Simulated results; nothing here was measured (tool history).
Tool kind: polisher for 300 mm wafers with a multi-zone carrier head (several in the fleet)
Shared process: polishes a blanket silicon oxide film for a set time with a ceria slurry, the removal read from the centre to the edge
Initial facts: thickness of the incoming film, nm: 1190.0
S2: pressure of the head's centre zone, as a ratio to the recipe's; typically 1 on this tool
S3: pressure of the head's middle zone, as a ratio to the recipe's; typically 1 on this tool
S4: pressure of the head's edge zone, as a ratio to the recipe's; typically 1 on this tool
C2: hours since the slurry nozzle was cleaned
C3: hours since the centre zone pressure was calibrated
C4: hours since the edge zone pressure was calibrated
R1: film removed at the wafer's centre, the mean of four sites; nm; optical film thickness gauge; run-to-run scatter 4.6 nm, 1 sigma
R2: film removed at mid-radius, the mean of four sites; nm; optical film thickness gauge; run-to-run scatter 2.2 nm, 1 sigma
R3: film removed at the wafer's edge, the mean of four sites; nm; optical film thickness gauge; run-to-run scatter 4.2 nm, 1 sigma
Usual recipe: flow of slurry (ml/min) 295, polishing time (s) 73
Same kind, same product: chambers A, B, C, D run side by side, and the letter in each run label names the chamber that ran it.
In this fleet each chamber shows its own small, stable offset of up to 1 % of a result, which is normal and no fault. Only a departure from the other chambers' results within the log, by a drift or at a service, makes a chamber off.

At hour 1: chamber D: worn pad replaced by a new one.
Run 1C, hour 6.7: usual settings; wafers polished on this pad 613; C2 350.7; C3 746.7; C4 311.4. Result: R1 335.65 nm, R2 331.26 nm, R3 334.73 nm.
Run 2D, hour 12.3: usual settings; wafers polished on this pad 85; C2 114.7; C3 602.2; C4 394.2. Result: R1 323.37 nm, R2 333.82 nm, R3 331.76 nm.
Run 3A, hour 17.3: usual settings; wafers polished on this pad 579; C2 200.7; C3 303; C4 251.7. Result: R1 320.54 nm, R2 326.26 nm, R3 331.08 nm.
Run 4B, hour 23.6: usual settings; wafers polished on this pad 874; C2 388.6; C3 173.6; C4 64.9. Result: R1 335.24 nm, R2 330.44 nm, R3 328.73 nm.
Run 5A, hour 29.6: usual settings but S3 0.95, polishing time (s) 82; wafers polished on this pad 672; C2 213; C3 315.3; C4 264. Result: R1 363.23 nm, R2 351.69 nm, R3 368.39 nm.
At hour 31.1: chamber A: worn pad replaced by a new one.
Run 6D, hour 33.7: usual settings but S3 0.95, polishing time (s) 82; wafers polished on this pad 248; C2 136.1; C3 623.6; C4 415.6. Result: R1 372.9 nm, R2 354.98 nm, R3 365.91 nm.
Run 7C, hour 40.1: usual settings but S3 0.95, polishing time (s) 82; wafers polished on this pad 867; C2 384.1; C3 780.1; C4 344.8. Result: R1 354.8 nm, R2 354.79 nm, R3 368.78 nm.
Run 8B, hour 44.2: usual settings but S3 0.95, polishing time (s) 82; wafers polished on this pad 1031; C2 409.2; C3 194.2; C4 85.5. Result: R1 370.83 nm, R2 351.89 nm, R3 365.72 nm.
Run 9D, hour 51.1: usual settings; wafers polished on this pad 381; C2 153.5; C3 641; C4 433. Result: R1 331.37 nm, R2 328.3 nm, R3 333.41 nm.
At hour 56: chamber C: worn pad replaced by a new one.
Run 10C, hour 56.6: usual settings; wafers polished on this pad 4; C2 400.6; C3 796.6; C4 361.3. Result: R1 324.02 nm, R2 331.74 nm, R3 329.14 nm.
Run 11B, hour 62.9: usual settings; wafers polished on this pad 1173; C2 427.9; C3 212.9; C4 104.2. Result: R1 322.7 nm, R2 330.59 nm, R3 336.6 nm.
Run 12A, hour 68.3: usual settings but flow of slurry (ml/min) 390; wafers polished on this pad 283; C2 251.7; C3 354; C4 302.7. Result: R1 334.74 nm, R2 337.13 nm, R3 342.12 nm.
Run 13B, hour 72.2: usual settings but flow of slurry (ml/min) 390; wafers polished on this pad 1244; C2 437.2; C3 222.2; C4 113.5. Result: R1 338.35 nm, R2 335.53 nm, R3 336.92 nm.
At hour 75.4: chamber C: edge zone pressure recalibrated.
Run 14C, hour 77.5: usual settings but flow of slurry (ml/min) 390; wafers polished on this pad 163; C2 421.5; C3 817.5; C4 2.1. Result: R1 332.93 nm, R2 343.73 nm, R3 337.45 nm.
At hour 77.9: chamber D: worn pad replaced by a new one.
Run 15D, hour 82.1: usual settings but flow of slurry (ml/min) 390; wafers polished on this pad 32; C2 184.5; C3 672; C4 464. Result: R1 352.17 nm, R2 338.5 nm, R3 341.97 nm.
Run 16A, hour 88.8: usual settings; wafers polished on this pad 439; C2 272.2; C3 374.5; C4 323.2. Result: R1 328.54 nm, R2 328.17 nm, R3 330.08 nm.
At hour 91.4: chamber B: worn pad replaced by a new one.
Run 17C, hour 92.9: usual settings; wafers polished on this pad 280; C2 436.9; C3 832.9; C4 17.5. Result: R1 339.12 nm, R2 332.02 nm, R3 326.07 nm.
Run 18A, hour 99: usual settings; wafers polished on this pad 516; C2 282.4; C3 384.7; C4 333.4. Result: R1 323.12 nm, R2 324.78 nm, R3 334.87 nm.
Run 19D, hour 102.8: usual settings but flow of slurry (ml/min) 365, polishing time (s) 49; wafers polished on this pad 189; C2 205.2; C3 692.7; C4 484.7. Result: R1 242.32 nm, R2 224.63 nm, R3 220.87 nm.
Run 20B, hour 108.6: usual settings but flow of slurry (ml/min) 365, polishing time (s) 49; wafers polished on this pad 130; C2 473.6; C3 258.6; C4 149.9. Result: R1 224.23 nm, R2 225.78 nm, R3 224.12 nm.
Run 21A, hour 114: usual settings but flow of slurry (ml/min) 365, polishing time (s) 49; wafers polished on this pad 630; C2 297.4; C3 399.7; C4 348.4. Result: R1 224.56 nm, R2 223.22 nm, R3 223.99 nm.
Run 22C, hour 118.7: usual settings but flow of slurry (ml/min) 365, polishing time (s) 49; wafers polished on this pad 477; C2 462.7; C3 858.7; C4 43.3. Result: R1 223.75 nm, R2 224.97 nm, R3 225.79 nm.
At hour 122.4: chamber A: worn pad replaced by a new one.
Run 23B, hour 125.8: usual settings; wafers polished on this pad 261; C2 490.8; C3 275.8; C4 167.1. Result: R1 334.91 nm, R2 329.79 nm, R3 326.99 nm.
Run 24D, hour 129.6: usual settings; wafers polished on this pad 393; C2 232; C3 719.5; C4 511.5. Result: R1 361.02 nm, R2 328.7 nm, R3 323.99 nm.
Run 25A, hour 135.3: usual settings; wafers polished on this pad 98; C2 318.7; C3 421; C4 369.7. Result: R1 331.2 nm, R2 327.88 nm, R3 336.06 nm.
Run 26D, hour 142.3: usual settings; wafers polished on this pad 490; C2 244.7; C3 732.2; C4 524.2. Result: R1 375.3 nm, R2 326.37 nm, R3 324.87 nm.
Run 27B, hour 145.7: usual settings; wafers polished on this pad 413; C2 510.7; C3 295.7; C4 187. Result: R1 326.54 nm, R2 332.95 nm, R3 321.87 nm.
Run 28C, hour 149.1: usual settings; wafers polished on this pad 708; C2 493.1; C3 889.1; C4 73.7. Result: R1 324.59 nm, R2 329.78 nm, R3 333.4 nm.
Run 29C, hour 153.8: usual settings; wafers polished on this pad 744; C2 497.8; C3 893.8; C4 78.4. Result: R1 322.27 nm, R2 331.45 nm, R3 325.53 nm.

What goes on in this fleet: one chamber off, a drifting gauge, or nothing beyond the chambers' own small offsets? Name the chamber and the cause, if any.

It is chamber D that slowly wanders off from its peers.
Cause: centre zone's pressure above its setpoint, % = 10.6.

Here are 4 candidates for chamber D's next run, each the usual settings with a change, their results left as question marks. Which one brings its results back in line with what the others give on the usual settings?
Counts as in line when no further than this from what the other chambers average on the usual settings: R1 16 nm; R2 7.7 nm; R3 15 nm
Run 30D-1, hour 158.9: usual settings but flow of slurry (ml/min) 310, S2 1.17, S3 0.95, S4 0.92, polishing time (s) 77. Result: R1 ?, R2 ?, R3 ?.
Run 30D-2, hour 158.9: usual settings but flow of slurry (ml/min) 280, S2 0.83, S3 1.03, S4 1.07, polishing time (s) 71. Result: R1 ?, R2 ?, R3 ?.
Run 30D-3, hour 158.9: usual settings but flow of slurry (ml/min) 300, S2 1.09, S3 0.98, S4 0.97, polishing time (s) 74. Result: R1 ?, R2 ?, R3 ?.
Run 30D-4, hour 158.9: usual settings but flow of slurry (ml/min) 290, S2 0.91, S3 1.02, S4 1.03, polishing time (s) 72. Result: R1 ?, R2 ?, R3 ?.

Usual-settings mean across the other chambers: R1 327.97 nm; R2 329.39 nm; R3 329.78 nm
  run      R1      R2      R3
30D-1  463.02   335.1  335.21
30D-2  291.73  329.69  331.48
30D-3  411.24   330.3  330.03
30D-4  328.32  332.44  330.32
30D-4 is the one that brings the chamber's results back in line with the other chambers.
